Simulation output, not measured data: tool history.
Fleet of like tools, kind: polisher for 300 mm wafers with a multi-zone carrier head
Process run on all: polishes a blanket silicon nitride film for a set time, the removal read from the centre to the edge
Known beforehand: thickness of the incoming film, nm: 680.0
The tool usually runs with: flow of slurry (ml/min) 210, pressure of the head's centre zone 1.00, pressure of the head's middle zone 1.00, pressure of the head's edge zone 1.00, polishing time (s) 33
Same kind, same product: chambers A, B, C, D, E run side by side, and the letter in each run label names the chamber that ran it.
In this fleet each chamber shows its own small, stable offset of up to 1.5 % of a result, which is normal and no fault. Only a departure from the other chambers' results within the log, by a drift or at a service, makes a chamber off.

run   hour  flow of slurry (ml/min)  pressure of the head's centre zone  pressure of the head's middle zone  pressure of the head's edge zone  polishing time (s)  film removed at the wafer's centre (angstrom)  film removed at mid-radius (angstrom)  film removed at the wafer's edge (angstrom)
       3.2  -- chamber E: worn pad replaced by a new one
 1D   10.5                      210                                1.00                                1.00                              1.00                  33                                         666.53                                 662.18                                       642.06
 2A   21.1                      210                                1.00                                1.00                              1.00                  33                                         666.45                                 657.78                                       646.60
 3C   27.5                      210                                1.00                                1.00                              1.00                  33                                         667.74                                 668.22                                       670.77
      31.1  -- chamber A: worn pad replaced by a new one
      33.6  -- chamber D: worn pad replaced by a new one
 4B   41.1                      210                                1.00                                1.00                              1.00                  33                                         666.66                                 654.67                                       655.56
      47.5  -- chamber B: worn pad replaced by a new one
 5E   53.4                      210                                1.00                                1.00                              1.00                  33                                         666.60                                 646.33                                       671.36
 6E   67.3                      210                                1.00                                1.00                              1.00                  33                                         650.94                                 669.34                                       669.28
 7C   76.5                      210                                1.00                                1.00                              1.00                  33                                         667.38                                 652.23                                       657.79
 8A   82.5                      210                                1.00                                1.00                              1.00                  33                                         659.50                                 663.52                                       661.24
      82.7  -- chamber E: worn pad replaced by a new one
      91.9  -- chamber C: worn pad replaced by a new one
 9B   93.3                      210                                1.00                                1.05                              1.00                  33                                         662.96                                 697.52                                       667.08
10D  105.3                      210                                1.00                                1.05                              1.00                  33                                         668.61                                 690.48                                       665.97
11E  119.0                      210                                1.00                                1.05                              1.00                  33                                         654.02                                 697.87                                       664.30
     122.5  -- chamber B: worn pad replaced by a new one
     124.9  -- chamber A: worn pad replaced by a new one
     126.8  -- chamber D: centre zone pressure recalibrated
12A  127.7                      210                                1.00                                1.05                              1.00                  33                                         658.83                                 703.63                                       645.92
     130.6  -- chamber D: worn pad replaced by a new one
13C  135.0                      210                                1.00                                1.05                              1.00                  33                                         661.29                                 684.46                                       666.95
     147.5  -- chamber E: slurry nozzle cleaned
14B  147.9                      210                                1.00                                1.00                              1.00                  33                                         664.09                                 667.64                                       660.58
15D  156.4                      210                                0.93                                1.00                              1.00                  28                                         528.76                                 574.63                                       575.42
16D  164.1                      210                                0.93                                1.00                              1.00                  28                                         533.48                                 566.98                                       561.14
     171.2  -- chamber E: worn pad replaced by a new one
17A  175.5                      210                                0.93                                1.00                              1.00                  28                                         505.84                                 560.19                                       568.24
18B  183.3                      210                                0.93                                1.00                              1.00                  28                                         517.25                                 566.16                                       561.30
     185.9  -- chamber C: worn pad replaced by a new one
19C  190.7                      210                                0.93                                1.00                              1.00                  28                                         521.10                                 575.93                                       554.28
20E  197.7                      210                                1.00                                1.00                              1.00                  33                                         662.99                                 650.22                                       667.59
21E  205.6                      210                                1.00                                1.00                              1.00                  33                                         649.06                                 634.22                                       679.93
     207.1  -- chamber B: worn pad replaced by a new one
     214.8  -- chamber A: worn pad replaced by a new one
     215.3  -- chamber D: worn pad replaced by a new one
22C  218.9                      210                                1.00                                1.00                              1.00                  33                                         675.03                                 644.93                                       686.64
23D  228.5                      210                                1.00                                1.00                              1.00                  33                                         668.35                                 667.00                                       666.30
24A  241.0                      210                                1.00                                1.00                              0.89                  33                                         627.15                                 645.89                                       617.42
25B  249.3                      210                                1.00                                1.00                              0.89                  33                                         655.60                                 672.41                                       620.44
     253.1  -- chamber E: worn pad replaced by a new one
26B  261.8                      210                                1.00                                1.00                              0.89                  33                                         653.19                                 665.20                                       617.18
27A  272.3                      210                                1.00                                1.00                              0.89                  33                                         617.93                                 649.37                                       631.37
28E  282.3                      210                                1.00                                1.00                              0.89                  33                                         659.00                                 650.84                                       623.05
     284.8  -- chamber C: worn pad replaced by a new one
     288.0  -- chamber B: worn pad replaced by a new one
29C  289.8                      210                                1.00                                1.00                              1.00                  33                                         660.19                                 664.18                                       668.66
30D  298.4                      210                                1.00                                1.00                              1.00                  33                                         659.19                                 657.12                                       667.64
     298.9  -- chamber A: slurry nozzle cleaned
     299.4  -- chamber C: slurry nozzle cleaned
     301.4  -- chamber D: worn pad replaced by a new one
     306.7  -- chamber D: edge zone pressure recalibrated
     310.5  -- chamber A: worn pad replaced by a new one
31E  311.1                      210                                1.00                                1.00                              1.00                  33                                         656.85                                 666.85                                       664.43
32A  320.4                      210                                1.00                                1.00                              1.00                  33                                         602.34                                 672.85                                       650.45
33B  327.8                      210                                1.00                                1.00                              1.00                  33                                         661.68                                 660.38                                       673.48
34C  339.6                      210                                1.00                                1.00                              1.00                  33                                         662.24                                 672.50                                       655.14
     348.0  -- chamber E: worn pad replaced by a new one
35D  348.1                      210                                1.00                                1.00                              1.00                  33                                         668.17                                 675.61                                       668.11
36A  358.6                      210                                1.06                                0.91                              1.00                  33                                         639.02                                 602.73                                       644.58
37E  367.5                      210                                1.06                                0.91                              1.00                  33                                         705.56                                 602.01                                       662.87
     375.4  -- chamber C: worn pad replaced by a new one
     375.7  -- chamber B: worn pad replaced by a new one
38B  380.5                      210                                1.06                                0.91                              1.00                  33                                         704.90                                 597.47                                       663.63
39D  389.5                      210                                1.06                                0.91                              1.00                  33                                         718.99                                 600.62                                       663.26
     391.6  -- chamber A: worn pad replaced by a new one
40C  399.6                      210                                1.06                                0.91                              1.00                  33                                         711.20                                 601.40                                       663.66
41E  411.9                      210                                1.00                                1.00                              1.00                  33                                         648.83                                 645.87                                       672.94
42B  424.2                      210                                1.00                                1.00                              1.00                  33                                         670.37                                 666.14                                       673.59
43A  437.7                      210                                1.00                                0.92                              1.00                  33                                         582.29                                 622.38                                       668.08

Next, all 5 chambers run the settings below, one line each with question marks for the results. What does each chamber give?
44A  447.7                      210                                1.00                                1.06                              1.00                  33                                              ?                                      ?                                            ?
44B  447.7                      210                                1.00                                1.06                              1.00                  33                                              ?                                      ?                                            ?
44C  447.7                      210                                1.00                                1.06                              1.00                  33                                              ?                                      ?                                            ?
44D  447.7                      210                                1.00                                1.06                              1.00                  33                                              ?                                      ?                                            ?
44E  447.7                      210                                1.00                                1.06                              1.00                  33                                              ?                                      ?                                            ?

run  film removed at the wafer's centre (angstrom)  film removed at mid-radius (angstrom)  film removed at the wafer's edge (angstrom)
44A                                         583.50                                 690.17                                       648.49
44B                                         657.90                                 687.62                                       657.06
44C                                         659.32                                 693.12                                       664.65
44D                                         672.44                                 696.51                                       660.31
44E                                         659.20                                 699.96                                       670.57
